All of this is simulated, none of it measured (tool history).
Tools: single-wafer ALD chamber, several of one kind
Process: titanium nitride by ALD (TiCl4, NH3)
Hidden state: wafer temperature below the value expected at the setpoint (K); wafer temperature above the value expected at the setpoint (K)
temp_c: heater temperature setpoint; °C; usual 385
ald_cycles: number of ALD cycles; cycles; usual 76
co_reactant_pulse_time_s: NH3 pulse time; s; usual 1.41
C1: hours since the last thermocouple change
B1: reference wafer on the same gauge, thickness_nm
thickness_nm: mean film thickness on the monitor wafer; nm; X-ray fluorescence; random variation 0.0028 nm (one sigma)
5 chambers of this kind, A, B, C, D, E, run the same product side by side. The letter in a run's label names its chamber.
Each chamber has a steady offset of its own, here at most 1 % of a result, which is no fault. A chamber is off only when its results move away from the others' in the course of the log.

run 1A hour=11.2 | temp_c=385 ald_cycles=76 co_reactant_pulse_time_s=1.41 | C1=921.7 | B1=1.5699 | thickness_nm=1.6108
run 2D hour=23.9 | temp_c=385 ald_cycles=76 co_reactant_pulse_time_s=1.41 | C1=2722.5 | B1=1.5681 | thickness_nm=1.6042
run 3B hour=37.2 | temp_c=385 ald_cycles=76 co_reactant_pulse_time_s=1.41 | C1=1110.7 | B1=1.5688 | thickness_nm=1.6238
run 4E hour=44.5 | temp_c=385 ald_cycles=76 co_reactant_pulse_time_s=1.41 | C1=499.9 | B1=1.5685 | thickness_nm=1.6107
run 5C hour=50.8 | temp_c=385 ald_cycles=76 co_reactant_pulse_time_s=1.41 | C1=669.5 | B1=1.5686 | thickness_nm=1.6188
run 6E hour=63.5 | temp_c=385 ald_cycles=76 co_reactant_pulse_time_s=1.41 | C1=518.9 | B1=1.5686 | thickness_nm=1.6146
run 7D hour=73.8 | temp_c=385 ald_cycles=76 co_reactant_pulse_time_s=1.41 | C1=2772.4 | B1=1.5678 | thickness_nm=1.603
run 8B hour=81.6 | temp_c=371 ald_cycles=70 co_reactant_pulse_time_s=1.41 | C1=1155.1 | B1=1.5669 | thickness_nm=1.4555
run 9C hour=91.5 | temp_c=371 ald_cycles=70 co_reactant_pulse_time_s=1.41 | C1=710.2 | B1=1.5671 | thickness_nm=1.453
run 10A hour=99.5 | temp_c=371 ald_cycles=70 co_reactant_pulse_time_s=1.41 | C1=1010 | B1=1.567 | thickness_nm=1.4448
run 11B hour=112 | temp_c=371 ald_cycles=70 co_reactant_pulse_time_s=1.41 | C1=1185.5 | B1=1.5669 | thickness_nm=1.4559
run 12E hour=118.3 | temp_c=371 ald_cycles=70 co_reactant_pulse_time_s=1.41 | C1=573.7 | B1=1.5654 | thickness_nm=1.4503
-- hour=121.8 chamber B: thermocouple changed; heater temperature recalibrated
run 13C hour=125.2 | temp_c=385 ald_cycles=76 co_reactant_pulse_time_s=1.41 | C1=743.9 | B1=1.5652 | thickness_nm=1.6154
run 14D hour=138.4 | temp_c=385 ald_cycles=76 co_reactant_pulse_time_s=1.41 | C1=2837 | B1=1.5659 | thickness_nm=1.5999
run 15A hour=148.6 | temp_c=385 ald_cycles=76 co_reactant_pulse_time_s=1.41 | C1=1059.1 | B1=1.5657 | thickness_nm=1.5982
run 16D hour=156.8 | temp_c=385 ald_cycles=76 co_reactant_pulse_time_s=1.41 | C1=2855.4 | B1=1.5641 | thickness_nm=1.6025
run 17E hour=169.1 | temp_c=385 ald_cycles=76 co_reactant_pulse_time_s=1.41 | C1=624.5 | B1=1.5643 | thickness_nm=1.6062
run 18B hour=182.9 | temp_c=385 ald_cycles=76 co_reactant_pulse_time_s=1.41 | C1=61.2 | B1=1.564 | thickness_nm=1.6131
run 19C hour=192.1 | temp_c=385 ald_cycles=76 co_reactant_pulse_time_s=1.41 | C1=810.8 | B1=1.5645 | thickness_nm=1.6119
run 20A hour=205.2 | temp_c=385 ald_cycles=76 co_reactant_pulse_time_s=1.41 | C1=1115.7 | B1=1.5637 | thickness_nm=1.6026
run 21A hour=216 | temp_c=385 ald_cycles=76 co_reactant_pulse_time_s=1.41 | C1=1126.5 | B1=1.5637 | thickness_nm=1.6003
run 22E hour=227.9 | temp_c=385 ald_cycles=76 co_reactant_pulse_time_s=1.41 | C1=683.3 | B1=1.562 | thickness_nm=1.6097
run 23C hour=240.5 | temp_c=380 ald_cycles=76 co_reactant_pulse_time_s=1.41 | C1=859.2 | B1=1.5617 | thickness_nm=1.6001
run 24D hour=253.2 | temp_c=380 ald_cycles=76 co_reactant_pulse_time_s=1.41 | C1=2951.8 | B1=1.5619 | thickness_nm=1.5849
run 25B hour=263.6 | temp_c=380 ald_cycles=76 co_reactant_pulse_time_s=1.41 | C1=141.9 | B1=1.5613 | thickness_nm=1.6022
run 26B hour=275.3 | temp_c=380 ald_cycles=76 co_reactant_pulse_time_s=1.41 | C1=153.6 | B1=1.5611 | thickness_nm=1.599
run 27E hour=284.5 | temp_c=380 ald_cycles=76 co_reactant_pulse_time_s=1.41 | C1=739.9 | B1=1.5609 | thickness_nm=1.5962
run 28A hour=292.5 | temp_c=385 ald_cycles=76 co_reactant_pulse_time_s=1.41 | C1=1203 | B1=1.5608 | thickness_nm=1.6027
run 29D hour=303.9 | temp_c=385 ald_cycles=76 co_reactant_pulse_time_s=1.41 | C1=3002.5 | B1=1.5609 | thickness_nm=1.5988
run 30C hour=310.1 | temp_c=385 ald_cycles=63 co_reactant_pulse_time_s=1.84 | C1=928.8 | B1=1.5602 | thickness_nm=1.3514
run 31A hour=316.3 | temp_c=385 ald_cycles=63 co_reactant_pulse_time_s=1.84 | C1=1226.8 | B1=1.5602 | thickness_nm=1.347
run 32E hour=327 | temp_c=385 ald_cycles=63 co_reactant_pulse_time_s=1.84 | C1=782.4 | B1=1.5602 | thickness_nm=1.3518
run 33B hour=336 | temp_c=385 ald_cycles=63 co_reactant_pulse_time_s=1.84 | C1=214.3 | B1=1.5594 | thickness_nm=1.358

Next, every chamber runs the same settings. What will each give?
run 34A hour=345.8 | temp_c=385 ald_cycles=76 co_reactant_pulse_time_s=1.41 | thickness_nm=?
run 34B hour=345.8 | temp_c=385 ald_cycles=76 co_reactant_pulse_time_s=1.41 | thickness_nm=?
run 34C hour=345.8 | temp_c=385 ald_cycles=76 co_reactant_pulse_time_s=1.41 | thickness_nm=?
run 34D hour=345.8 | temp_c=385 ald_cycles=76 co_reactant_pulse_time_s=1.41 | thickness_nm=?
run 34E hour=345.8 | temp_c=385 ald_cycles=76 co_reactant_pulse_time_s=1.41 | thickness_nm=?

run=34A thickness_nm=1.5983
run=34B thickness_nm=1.6096
run=34C thickness_nm=1.6123
run=34D thickness_nm=1.5982
run=34E thickness_nm=1.6026
